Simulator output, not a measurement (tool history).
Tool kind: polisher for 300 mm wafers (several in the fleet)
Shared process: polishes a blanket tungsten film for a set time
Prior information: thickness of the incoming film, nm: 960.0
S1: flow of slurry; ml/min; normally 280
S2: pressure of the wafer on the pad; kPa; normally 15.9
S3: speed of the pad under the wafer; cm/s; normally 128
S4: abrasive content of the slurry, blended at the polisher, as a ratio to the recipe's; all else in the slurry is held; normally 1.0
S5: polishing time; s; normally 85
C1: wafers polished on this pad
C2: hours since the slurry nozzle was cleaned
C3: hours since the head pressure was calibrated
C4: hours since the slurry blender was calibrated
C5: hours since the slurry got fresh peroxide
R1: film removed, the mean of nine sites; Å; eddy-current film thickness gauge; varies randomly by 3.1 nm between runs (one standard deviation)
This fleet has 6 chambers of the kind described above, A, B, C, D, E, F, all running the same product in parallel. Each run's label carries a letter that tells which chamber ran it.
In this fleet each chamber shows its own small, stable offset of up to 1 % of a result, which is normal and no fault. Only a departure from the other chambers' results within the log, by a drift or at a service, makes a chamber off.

At hour 6.2: chamber F: worn pad replaced by a new one.
At hour 7.9: chamber E: slurry tank refilled with fresh slurry and peroxide.
Run 1B, hour 12.6: usual settings; C1 603; C2 357.8; C3 298.3; C4 423.7; C5 57.3. Result: R1 3070.1 Å.
At hour 14.5: chamber A: slurry tank refilled with fresh slurry and peroxide.
At hour 15.1: chamber B: slurry blender recalibrated.
At hour 15.8: chamber E: worn pad replaced by a new one.
At hour 17.8: chamber A: worn pad replaced by a new one.
Run 2E, hour 21.6: usual settings; C1 63; C2 101.8; C3 544.8; C4 105.3; C5 13.7. Result: R1 2980.8 Å.
Run 3D, hour 33.9: usual settings; C1 547; C2 193.7; C3 128.7; C4 96.0; C5 50.9. Result: R1 3036.8 Å.
Run 4F, hour 40.2: usual settings; C1 375; C2 192.6; C3 236.5; C4 91.4; C5 62.2. Result: R1 3034.6 Å.
Run 5A, hour 48.8: usual settings; C1 342; C2 314.5; C3 540.2; C4 159.7; C5 34.3. Result: R1 3059.8 Å.
At hour 49.7: chamber A: head pressure recalibrated.
Run 6C, hour 54.8: usual settings; C1 847; C2 423.0; C3 761.1; C4 167.4; C5 166.3. Result: R1 3043.0 Å.
At hour 54.9: chamber F: slurry blender recalibrated.
At hour 61.3: chamber B: slurry tank refilled with fresh slurry and peroxide.
Run 7D, hour 62.6: usual settings; C1 863; C2 222.4; C3 157.4; C4 124.7; C5 79.6. Result: R1 3046.5 Å.
At hour 67.4: chamber C: slurry blender recalibrated.
At hour 69.0: chamber D: worn pad replaced by a new one.
At hour 70.0: chamber B: worn pad replaced by a new one.
Run 8E, hour 72.0: usual settings; C1 619; C2 152.2; C3 595.2; C4 155.7; C5 64.1. Result: R1 2950.3 Å.
At hour 79.5: chamber E: worn pad replaced by a new one.
At hour 80.3: chamber C: slurry tank refilled with fresh slurry and peroxide.
Run 9F, hour 81.2: usual settings; C1 827; C2 233.6; C3 277.5; C4 26.4; C5 103.2. Result: R1 3055.9 Å.
At hour 84.2: chamber E: slurry tank refilled with fresh slurry and peroxide.
At hour 87.9: chamber A: worn pad replaced by a new one.
Run 10C, hour 89.0: usual settings; C1 1224; C2 457.2; C3 795.3; C4 21.6; C5 8.7. Result: R1 3081.0 Å.
At hour 89.1: chamber E: slurry blender recalibrated.
At hour 92.1: chamber F: slurry tank refilled with fresh slurry and peroxide.
Run 11A, hour 95.4: usual settings; C1 82; C2 361.1; C3 45.8; C4 206.3; C5 80.9. Result: R1 3042.5 Å.
Run 12B, hour 104.7: usual settings; C1 383; C2 449.9; C3 390.4; C4 89.6; C5 43.4. Result: R1 3058.9 Å.
At hour 110.2: chamber A: slurry blender recalibrated.
At hour 111.7: chamber F: worn pad replaced by a new one.
Run 13F, hour 113.1: usual settings; C1 15; C2 265.5; C3 309.4; C4 58.3; C5 21.1. Result: R1 3052.6 Å.
At hour 115.1: chamber C: worn pad replaced by a new one.
At hour 118.7: chamber A: slurry tank refilled with fresh slurry and peroxide.
Run 14D, hour 120.7: usual settings; C1 570; C2 280.5; C3 215.5; C4 182.8; C5 137.7. Result: R1 3082.6 Å.
Run 15E, hour 129.9: usual settings; C1 556; C2 210.1; C3 653.1; C4 40.8; C5 45.7. Result: R1 3044.6 Å.
Run 16A, hour 137.5: usual settings but S2 13.8 kPa; C1 546; C2 403.2; C3 87.9; C4 27.3; C5 18.8. Result: R1 2683.3 Å.
At hour 145.0: chamber E: worn pad replaced by a new one.
At hour 145.7: chamber E: slurry tank refilled with fresh slurry and peroxide.
Run 17B, hour 145.8: usual settings but S2 13.8 kPa; C1 836; C2 491.0; C3 431.5; C4 130.7; C5 84.5. Result: R1 2609.3 Å.
At hour 151.2: chamber D: worn pad replaced by a new one.
At hour 153.8: chamber A: worn pad replaced by a new one.
Run 18C, hour 154.6: usual settings but S2 13.8 kPa; C1 435; C2 522.8; C3 860.9; C4 87.2; C5 74.3. Result: R1 2626.7 Å.
At hour 160.4: chamber F: slurry blender recalibrated.
At hour 164.5: chamber D: slurry tank refilled with fresh slurry and peroxide.
Run 19A, hour 167.5: usual settings but S2 13.8 kPa; C1 151; C2 433.2; C3 117.9; C4 57.3; C5 48.8. Result: R1 2616.5 Å.
Run 20C, hour 179.4: usual settings but S2 13.8 kPa; C1 709; C2 547.6; C3 885.7; C4 112.0; C5 99.1. Result: R1 2658.8 Å.
At hour 180.0: chamber B: slurry tank refilled with fresh slurry and peroxide.
Run 21E, hour 187.6: usual settings but S2 13.8 kPa; C1 469; C2 267.8; C3 710.8; C4 98.5; C5 41.9. Result: R1 2656.2 Å.
Run 22D, hour 194.3: usual settings; C1 475; C2 354.1; C3 289.1; C4 256.4; C5 29.9. Result: R1 3103.1 Å.
At hour 201.0: chamber A: slurry nozzle cleaned.
Run 23F, hour 202.7: usual settings; C1 1003; C2 355.1; C3 399.0; C4 42.3; C5 110.7. Result: R1 3049.7 Å.
At hour 205.6: chamber B: worn pad replaced by a new one.
Run 24B, hour 209.6: usual settings; C1 44; C2 554.8; C3 495.3; C4 194.5; C5 29.7. Result: R1 3063.4 Å.
At hour 210.9: chamber E: worn pad replaced by a new one.
At hour 213.9: chamber A: slurry tank refilled with fresh slurry and peroxide.
At hour 217.1: chamber A: worn pad replaced by a new one.
At hour 220.0: chamber F: worn pad replaced by a new one.
Run 25D, hour 220.7: usual settings; C1 766; C2 380.5; C3 315.5; C4 282.8; C5 56.3. Result: R1 3091.3 Å.
Run 26C, hour 226.8: usual settings; C1 1231; C2 595.0; C3 933.1; C4 159.4; C5 146.5. Result: R1 3199.4 Å.
At hour 227.7: chamber E: slurry tank refilled with fresh slurry and peroxide.
At hour 233.3: chamber C: slurry nozzle cleaned.
At hour 234.8: chamber D: worn pad replaced by a new one.
At hour 237.2: chamber C: worn pad replaced by a new one.
Run 27E, hour 237.3: usual settings; C1 292; C2 317.5; C3 760.5; C4 148.2; C5 9.7. Result: R1 3058.6 Å.
At hour 238.9: chamber F: slurry tank refilled with fresh slurry and peroxide.
Run 28F, hour 244.6: usual settings but S3 168 cm/s, S4 0.9; C1 272; C2 397.0; C3 440.9; C4 84.2; C5 5.7. Result: R1 3929.6 Å.
At hour 245.8: chamber E: slurry blender recalibrated.
Run 29A, hour 253.6: usual settings but S3 168 cm/s, S4 0.9; C1 402; C2 52.7; C3 204.0; C4 143.4; C5 39.7. Result: R1 3812.6 Å.
At hour 255.2: chamber C: slurry blender recalibrated.
At hour 259.8: chamber C: slurry tank refilled with fresh slurry and peroxide.
Run 30B, hour 266.5: usual settings but S3 168 cm/s, S4 0.9; C1 671; C2 611.7; C3 552.2; C4 251.4; C5 86.6. Result: R1 3997.1 Å.
At hour 272.6: chamber E: worn pad replaced by a new one.
Run 31D, hour 275.8: usual settings but S3 168 cm/s, S4 0.9; C1 452; C2 435.6; C3 370.6; C4 337.9; C5 111.4. Result: R1 3874.4 Å.
At hour 276.9: chamber F: slurry blender recalibrated.
At hour 281.2: chamber A: worn pad replaced by a new one.
Run 32F, hour 285.0: usual settings but S3 168 cm/s, S4 0.9; C1 717; C2 437.4; C3 481.3; C4 8.2; C5 46.1. Result: R1 3913.7 Å.
At hour 288.9: chamber B: slurry tank refilled with fresh slurry and peroxide.
Run 33B, hour 292.1: usual settings but S3 168 cm/s, S4 0.9; C1 953; C2 637.3; C3 577.8; C4 277.0; C5 3.3. Result: R1 3917.3 Å.
At hour 293.3: chamber E: slurry tank refilled with fresh slurry and peroxide.
Run 34E, hour 303.7: usual settings; C1 343; C2 383.9; C3 826.9; C4 57.9; C5 10.4. Result: R1 3108.1 Å.
At hour 304.3: chamber A: slurry tank refilled with fresh slurry and peroxide.
At hour 307.4: chamber D: worn pad replaced by a new one.
Run 35A, hour 310.5: usual settings; C1 323; C2 109.6; C3 260.9; C4 200.3; C5 6.2. Result: R1 3059.0 Å.
Run 36C, hour 318.8: usual settings; C1 899; C2 85.5; C3 1025.1; C4 63.6; C5 59.0. Result: R1 3274.3 Å.
At hour 325.5: chamber A: slurry blender recalibrated.
Run 37A, hour 330.1: usual settings; C1 539; C2 129.2; C3 280.5; C4 4.7; C5 25.8. Result: R1 3007.2 Å.
Run 38D, hour 341.0: usual settings; C1 371; C2 500.8; C3 435.8; C4 403.1; C5 176.6. Result: R1 3107.1 Å.
Run 39E, hour 351.3: usual settings; C1 868; C2 431.5; C3 874.5; C4 105.5; C5 58.0. Result: R1 3004.4 Å.
Run 40C, hour 359.3: usual settings; C1 1345; C2 126.0; C3 1065.6; C4 104.1; C5 99.5. Result: R1 3300.2 Å.

All chambers now run identical settings, listed one chamber a line with results as question marks. What results will each chamber show?
Run 41A, hour 368.7: usual settings but S2 11.7 kPa. Result: R1 ?.
Run 41B, hour 368.7: usual settings but S2 11.7 kPa. Result: R1 ?.
Run 41C, hour 368.7: usual settings but S2 11.7 kPa. Result: R1 ?.
Run 41D, hour 368.7: usual settings but S2 11.7 kPa. Result: R1 ?.
Run 41E, hour 368.7: usual settings but S2 11.7 kPa. Result: R1 ?.
Run 41F, hour 368.7: usual settings but S2 11.7 kPa. Result: R1 ?.

run      R1
41A  2201.2
41B  2270.5
41C  2428.3
41D  2239.6
41E  2211.3
41F  2256.5
